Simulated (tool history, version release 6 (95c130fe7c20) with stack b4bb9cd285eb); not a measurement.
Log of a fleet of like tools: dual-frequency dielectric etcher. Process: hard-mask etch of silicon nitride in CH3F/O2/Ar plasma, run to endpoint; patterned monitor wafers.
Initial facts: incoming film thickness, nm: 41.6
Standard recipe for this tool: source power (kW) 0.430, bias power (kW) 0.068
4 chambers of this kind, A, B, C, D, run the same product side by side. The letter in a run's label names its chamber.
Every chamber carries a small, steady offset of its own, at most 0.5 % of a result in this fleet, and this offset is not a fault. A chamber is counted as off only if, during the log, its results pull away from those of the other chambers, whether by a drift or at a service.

| run | hour | source power (kW) | bias power (kW) | hours since the last wet clean | hours since the last source power generator calibration | hours since the last bias power generator calibration | endpoint time (s) |
|---|---|---|---|---|---|---|---|
| 1D | 6.4 | 0.430 | 0.068 | 281.2 | 1361.6 | 140.8 | 59.723 |
| 2C | 10.8 | 0.430 | 0.068 | 463.1 | 4212.0 | 3989.0 | 60.087 |
| 3A | 19.4 | 0.430 | 0.068 | 343.8 | 2508.6 | 1274.5 | 59.892 |
| 4B | 23.9 | 0.430 | 0.068 | 242.2 | 1209.1 | 1942.9 | 59.757 |
| 5A | 29.9 | 0.430 | 0.068 | 354.3 | 2519.1 | 1285.0 | 59.325 |
| 6B | 35.8 | 0.430 | 0.068 | 254.1 | 1221.0 | 1954.8 | 59.485 |
| 7D | 43.6 | 0.430 | 0.068 | 318.4 | 1398.8 | 178.0 | 59.768 |
| 8C | 52.5 | 0.430 | 0.068 | 504.8 | 4253.7 | 4030.7 | 59.156 |
| 9B | 57.0 | 0.460 | 0.057 | 275.3 | 1242.2 | 1976.0 | 61.540 |
| 10C | 63.9 | 0.460 | 0.057 | 516.2 | 4265.1 | 4042.1 | 61.500 |
| 11A | 68.3 | 0.460 | 0.057 | 392.7 | 2557.5 | 1323.4 | 61.445 |
| 12D | 78.2 | 0.460 | 0.057 | 353.0 | 1433.4 | 212.6 | 61.552 |
| 13D | 88.0 | 0.430 | 0.068 | 362.8 | 1443.2 | 222.4 | 59.742 |
| 14C | 95.6 | 0.430 | 0.068 | 547.9 | 4296.8 | 4073.8 | 59.352 |
| 15B | 103.6 | 0.430 | 0.068 | 321.9 | 1288.8 | 2022.6 | 59.933 |
| 16A | 108.8 | 0.430 | 0.068 | 433.2 | 2598.0 | 1363.9 | 59.619 |
| 17D | 115.7 | 0.430 | 0.068 | 390.5 | 1470.9 | 250.1 | 59.682 |
| 18B | 125.5 | 0.430 | 0.068 | 343.8 | 1310.7 | 2044.5 | 60.210 |
| 19A | 132.9 | 0.360 | 0.074 | 457.3 | 2622.1 | 1388.0 | 62.007 |
|  | 133.9 | chamber B: wet clean of the chamber |
| 20C | 137.7 | 0.360 | 0.074 | 590.0 | 4338.9 | 4115.9 | 61.660 |
| 21A | 143.5 | 0.360 | 0.074 | 467.9 | 2632.7 | 1398.6 | 61.555 |
| 22B | 148.3 | 0.360 | 0.074 | 14.5 | 1333.5 | 2067.3 | 61.796 |
| 23D | 153.4 | 0.430 | 0.068 | 428.2 | 1508.6 | 287.8 | 59.627 |
| 24C | 158.0 | 0.430 | 0.068 | 610.3 | 4359.2 | 4136.2 | 59.496 |
| 25B | 167.6 | 0.380 | 0.059 | 33.8 | 1352.8 | 2086.6 | 65.309 |
|  | 170.4 | chamber C: bias power generator calibrated |
| 26A | 172.9 | 0.380 | 0.059 | 497.3 | 2662.1 | 1428.0 | 66.308 |
| 27C | 177.9 | 0.380 | 0.059 | 630.2 | 4379.1 | 7.6 | 65.764 |
| 28D | 183.4 | 0.380 | 0.059 | 458.2 | 1538.6 | 317.8 | 65.432 |
|  | 185.0 | chamber C: wet clean of the chamber |
| 29C | 192.5 | 0.430 | 0.068 | 7.5 | 4393.7 | 22.2 | 59.369 |
| 30B | 199.1 | 0.430 | 0.068 | 65.3 | 1384.3 | 2118.1 | 59.694 |
| 31A | 209.0 | 0.430 | 0.068 | 533.4 | 2698.2 | 1464.1 | 60.088 |
| 32D | 215.1 | 0.430 | 0.068 | 489.9 | 1570.3 | 349.5 | 59.480 |
| 33B | 224.2 | 0.430 | 0.068 | 90.4 | 1409.4 | 2143.2 | 59.601 |
| 34A | 230.3 | 0.430 | 0.068 | 554.7 | 2719.5 | 1485.4 | 59.463 |
| 35D | 237.9 | 0.480 | 0.074 | 512.7 | 1593.1 | 372.3 | 55.916 |
| 36C | 245.6 | 0.480 | 0.074 | 60.6 | 4446.8 | 75.3 | 55.289 |

All 4 chambers run these settings next. Forecast each chamber's results:
| 37A | 252.7 | 0.520 | 0.068 |  |  |  | ? |
| 37B | 252.7 | 0.520 | 0.068 |  |  |  | ? |
| 37C | 252.7 | 0.520 | 0.068 |  |  |  | ? |
| 37D | 252.7 | 0.520 | 0.068 |  |  |  | ? |

| run | endpoint time (s) |
|---|---|
| 37A | 55.480 |
| 37B | 55.195 |
| 37C | 55.765 |
| 37D | 55.246 |
